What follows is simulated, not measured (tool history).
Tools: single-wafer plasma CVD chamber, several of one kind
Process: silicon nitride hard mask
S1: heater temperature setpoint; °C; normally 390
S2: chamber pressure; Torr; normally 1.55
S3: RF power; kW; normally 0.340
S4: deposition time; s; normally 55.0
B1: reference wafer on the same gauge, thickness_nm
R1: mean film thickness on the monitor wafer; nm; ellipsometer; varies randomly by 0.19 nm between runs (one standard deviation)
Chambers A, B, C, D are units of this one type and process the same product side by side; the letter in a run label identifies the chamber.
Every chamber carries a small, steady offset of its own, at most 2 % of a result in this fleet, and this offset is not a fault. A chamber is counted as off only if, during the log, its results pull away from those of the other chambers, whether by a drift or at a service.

| run | day | S1 | S2 | S3 | S4 | B1 | R1 |
|---|---|---|---|---|---|---|---|
| 1A | 0.600 | 390 | 1.55 | 0.340 | 55.0 | 78.408 | 68.119 |
| 2D | 1.108 | 390 | 1.55 | 0.340 | 55.0 | 78.378 | 67.924 |
|  | 1.333 | chamber D: capacitance manometer re-zeroed and calibrated |
| 3B | 1.683 | 390 | 1.55 | 0.340 | 55.0 | 78.351 | 68.298 |
| 4C | 2.225 | 390 | 1.55 | 0.340 | 55.0 | 78.409 | 67.175 |
| 5B | 2.671 | 390 | 1.55 | 0.340 | 55.0 | 78.384 | 68.149 |
| 6D | 3.346 | 390 | 1.55 | 0.340 | 55.0 | 78.402 | 68.195 |
| 7C | 3.954 | 390 | 1.82 | 0.340 | 55.0 | 78.418 | 70.706 |
| 8A | 4.304 | 390 | 1.82 | 0.340 | 55.0 | 78.403 | 71.494 |
| 9A | 4.675 | 390 | 1.82 | 0.340 | 55.0 | 78.401 | 71.424 |
| 10D | 5.225 | 390 | 1.82 | 0.340 | 55.0 | 78.399 | 71.518 |
| 11B | 5.721 | 390 | 1.55 | 0.340 | 55.0 | 78.395 | 68.518 |
| 12C | 6.183 | 390 | 1.55 | 0.340 | 55.0 | 78.441 | 67.220 |
| 13A | 6.854 | 390 | 1.55 | 0.340 | 55.0 | 78.352 | 68.081 |
| 14D | 7.154 | 390 | 1.55 | 0.320 | 49.1 | 78.452 | 58.684 |
| 15B | 7.658 | 390 | 1.55 | 0.320 | 49.1 | 78.422 | 59.362 |
| 16C | 8.000 | 390 | 1.55 | 0.320 | 49.1 | 78.391 | 57.440 |
| 17C | 8.633 | 390 | 1.55 | 0.320 | 49.1 | 78.412 | 57.874 |
| 18D | 8.996 | 390 | 1.55 | 0.340 | 55.0 | 78.467 | 68.396 |
| 19B | 9.450 | 390 | 1.55 | 0.340 | 55.0 | 78.331 | 69.346 |
| 20A | 9.900 | 390 | 1.55 | 0.340 | 55.0 | 78.402 | 68.502 |
| 21A | 10.221 | 390 | 1.55 | 0.340 | 55.0 | 78.407 | 68.141 |
| 22D | 10.729 | 390 | 1.55 | 0.340 | 55.0 | 78.429 | 68.258 |
| 23B | 11.267 | 390 | 1.55 | 0.340 | 55.0 | 78.438 | 69.538 |
| 24C | 11.746 | 390 | 1.55 | 0.340 | 55.0 | 78.448 | 67.456 |
| 25B | 12.212 | 390 | 1.55 | 0.340 | 55.0 | 78.359 | 69.465 |
|  | 12.733 | chamber C: RF generator calibrated |
| 26C | 12.767 | 390 | 1.55 | 0.340 | 55.0 | 78.348 | 67.055 |

Each of the 4 chambers runs these same settings next. Fill in every chamber's results:
| 27A | 13.254 | 390 | 1.55 | 0.340 | 55.0 |  | ? |
| 27B | 13.254 | 390 | 1.55 | 0.340 | 55.0 |  | ? |
| 27C | 13.254 | 390 | 1.55 | 0.340 | 55.0 |  | ? |
| 27D | 13.254 | 390 | 1.55 | 0.340 | 55.0 |  | ? |

| run | R1 |
|---|---|
| 27A | 67.999 |
| 27B | 69.667 |
| 27C | 67.120 |
| 27D | 68.684 |
